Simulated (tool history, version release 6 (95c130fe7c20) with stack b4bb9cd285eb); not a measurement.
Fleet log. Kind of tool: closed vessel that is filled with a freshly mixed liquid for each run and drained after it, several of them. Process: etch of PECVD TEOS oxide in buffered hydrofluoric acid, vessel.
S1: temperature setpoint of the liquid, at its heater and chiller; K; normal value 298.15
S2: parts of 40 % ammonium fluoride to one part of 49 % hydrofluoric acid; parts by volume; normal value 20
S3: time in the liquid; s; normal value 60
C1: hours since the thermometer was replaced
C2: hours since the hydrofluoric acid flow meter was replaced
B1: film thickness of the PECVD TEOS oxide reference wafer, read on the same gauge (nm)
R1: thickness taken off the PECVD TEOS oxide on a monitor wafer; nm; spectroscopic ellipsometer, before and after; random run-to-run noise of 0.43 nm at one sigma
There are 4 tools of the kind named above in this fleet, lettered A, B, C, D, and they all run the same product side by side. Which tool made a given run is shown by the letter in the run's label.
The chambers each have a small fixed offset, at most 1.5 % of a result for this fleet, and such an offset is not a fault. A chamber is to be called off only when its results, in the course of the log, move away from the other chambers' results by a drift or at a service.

run     day      S1    S2  S3      C1      C2      B1      R1
 1B   0.238  298.15    20  60     397   338.1  69.984  48.753
 2D   0.642  298.15    20  60  1681.4  1967.5  70.011  48.245
 3A   0.938  298.15    20  60   875.4    98.5  69.963  48.204
 4C   1.204  298.15    20  60  2675.1    33.1  69.985   48.87
 5C   1.421  298.15    20  60  2680.3    38.3      70  48.635
 6A   1.871  298.15  25.5  60   897.8   120.9  70.018  40.997
 7D   2.217  298.15  25.5  60  1719.2  2005.3  69.965  40.687
 8B   2.633  298.15  25.5  60   454.5   395.6  70.029   42.13
 9D       3  298.15  25.5  60    1738  2024.1  70.029  40.535
10B   3.296  298.15    20  60   470.4   411.5  69.991  48.823
11C   3.617  298.15    20  60    2733      91  70.023  49.369
12A   3.971  298.15    20  60   948.2   171.3  69.978  48.767
13D   4.221  298.15    20  60  1767.3  2053.4  69.991  48.261
14A   4.662  298.15    20  60   964.8   187.9  70.001  49.148
15B   4.975  298.15    20  60   510.7   451.8  70.031  48.995
16C   5.275  298.15    20  60  2772.8   130.8  69.979  49.092
17D   5.617  298.15    20  60  1800.8  2086.9   69.98  48.145
18A   5.883  298.15    20  60   994.1   217.2  70.034  48.122
19B   6.271  298.15    15  45   541.8   482.9  69.998  48.984
20C   6.567  298.15    15  45  2803.8   161.8  70.005  47.916
21D   6.858  298.15    15  45  1830.6  2116.7  69.973  48.017
22C   7.133  298.15    15  45  2817.4   175.4  70.018  48.179
23A   7.333  298.15    20  60  1028.9     252  69.977  48.098
24B   7.688  298.15    20  60   575.8   516.9  69.971  49.783
      7.904  -- chamber C: thermometer replaced
25D   7.908  298.15    20  60  1855.8  2141.9  69.999    49.2
26C     8.3  298.15    20  60     9.6   203.4  70.017  48.328
27A   8.554  298.15    20  60  1058.2   281.3      70  48.461
28B     8.9  298.15    20  60   604.9     546  70.019  49.093
29D   9.329  302.65    20  40  1889.9    2176  70.004   43.19
30C   9.608  302.65    20  40      41   234.8  69.956  41.476
31B   9.892  302.65    20  40   628.7   569.8  70.003  42.453
32A  10.338  302.65    20  40    1101   324.1  70.011  40.908
     10.642  -- chamber D: hydrofluoric acid flow meter replaced
33B  10.688  298.15    20  60   647.8   588.9  70.023  49.258
34D  10.888  298.15  15.5  70  1927.3       6  69.977  77.449
35A  11.321  298.15  15.5  70  1124.6   347.7  69.973  71.698
36C  11.571  298.15  15.5  70    88.1   281.9  70.031  71.494
37C  11.896  298.15  15.5  70    95.9   289.7  70.012  72.249
38A   12.15  298.15    20  60  1144.5   367.6  69.971  48.556
39D  12.546  298.15    20  60  1967.1    45.8  70.055  53.624
40B  12.938  298.15    20  60   701.8   642.9  70.031   49.34
41A  13.279  298.15    20  60  1171.6   394.7  69.961  47.958
42B  13.658  298.15    20  60   719.1   660.2  69.963  50.032
43D  14.075  298.15    20  60  2003.8    82.5  69.989  54.164

Does one chamber stand apart from the rest, does the shared gauge drift, or is all well apart from small per-chamber offsets? Give the chamber and the most likely cause, where there is one.

It is chamber D that slowly wanders off from its peers.
Likeliest cause: liquid hotter than its thermometer reads (K) = 2.15.

Here are 4 candidates for chamber D's next run, each the usual settings with a change, their results left as question marks. Which one brings its results back in line with what the others give on the usual settings?
Maximum distance from the other chambers' mean on the usual settings for a result to count as in line: R1 1.5 nm
44D-1  14.396  298.15  16.5  60               ?
44D-2  14.396  300.15    20  60               ?
44D-3  14.396  298.15    20  50               ?
44D-4  14.396  298.15  20.5  55               ?

Mean of the other chambers on the usual settings: R1 48.784 nm
  run      R1
44D-1   66.21
44D-2  60.912
44D-3   45.55
44D-4  49.254
The right change is 44D-4: it brings the chamber back within the allowed miss of the others.
